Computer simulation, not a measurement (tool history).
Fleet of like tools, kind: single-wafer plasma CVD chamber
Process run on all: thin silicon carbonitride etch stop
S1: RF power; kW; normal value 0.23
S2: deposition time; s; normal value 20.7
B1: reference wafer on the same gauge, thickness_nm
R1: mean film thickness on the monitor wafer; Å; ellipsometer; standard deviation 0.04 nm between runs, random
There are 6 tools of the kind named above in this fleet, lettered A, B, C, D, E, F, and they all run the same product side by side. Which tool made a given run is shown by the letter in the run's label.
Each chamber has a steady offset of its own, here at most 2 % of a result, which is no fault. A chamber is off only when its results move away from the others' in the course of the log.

run   hour     S1    S2      B1      R1
 1C     11   0.23  20.7  13.695  123.12
 2F   22.8   0.23  20.7  13.699  122.98
 3A   34.1   0.23  20.7  13.699  123.93
 4D   41.9   0.23  20.7  13.708  122.86
 5B   53.4   0.23  20.7  13.696  124.99
 6E   61.3   0.23  20.7  13.708  124.01
 7E   67.9   0.23  20.7  13.705  123.61
 8B   82.7   0.23  20.7  13.696  125.55
 9C   92.3   0.23  20.7  13.701  122.98
10F  104.3   0.23  20.7    13.7  123.35
11D  116.9   0.23  20.7  13.707  122.72
12A  124.2   0.26  24.1  13.697  149.75
13A  134.3   0.26  24.1  13.693  148.38
14C  142.2   0.26  24.1  13.709   147.9
15D  149.3   0.26  24.1  13.703  148.92
16F  162.3   0.26  24.1   13.71  147.75
17B    174   0.26  24.1  13.694  150.81
18E  185.3  0.255  23.5  13.707  146.12
19F  192.4  0.255  23.5  13.713  143.91
20D  199.8  0.255  23.5  13.695  143.68
21A    215  0.255  23.5  13.702  144.15
22B  225.7  0.255  23.5  13.702  146.47
     232.5  -- chamber B: thermocouple changed; heater temperature recalibrated
23E  238.6  0.255  23.5  13.706  145.66
     248.1  -- chamber F: RF generator calibrated
24C  253.7   0.23  20.7  13.709  123.23
25C  262.9   0.23  20.7  13.705  122.22
26F  270.4   0.23  20.7  13.691  122.95
27A  284.8   0.23  20.7  13.707  122.14
28E  292.6   0.23  20.7    13.7  124.49
29D  303.2   0.23  20.7  13.713  122.78
     311.5  -- chamber A: thermocouple changed; heater temperature recalibrated
30B  312.3   0.23  20.7  13.689  124.99
31D  326.2   0.23  20.7  13.697  122.71
32B  336.8   0.23  20.7  13.694  124.52
33A  346.1   0.23  20.7  13.684   121.7
34F  352.8   0.23  20.7  13.698  123.75
35E  361.1  0.195    19  13.697  108.36
36C  371.3  0.195    19  13.682  107.68
37C  379.8  0.195    19  13.711  107.89
38E  389.2  0.195    19  13.697  108.53

Next, all 6 chambers run the settings below, one line each with question marks for the results. What does each chamber give?
39A  400.1  0.23  19.2       ?
39B  400.1  0.23  19.2       ?
39C  400.1  0.23  19.2       ?
39D  400.1  0.23  19.2       ?
39E  400.1  0.23  19.2       ?
39F  400.1  0.23  19.2       ?

run      R1
39A  112.97
39B  115.88
39C  114.06
39D  113.87
39E  115.39
39F  114.06

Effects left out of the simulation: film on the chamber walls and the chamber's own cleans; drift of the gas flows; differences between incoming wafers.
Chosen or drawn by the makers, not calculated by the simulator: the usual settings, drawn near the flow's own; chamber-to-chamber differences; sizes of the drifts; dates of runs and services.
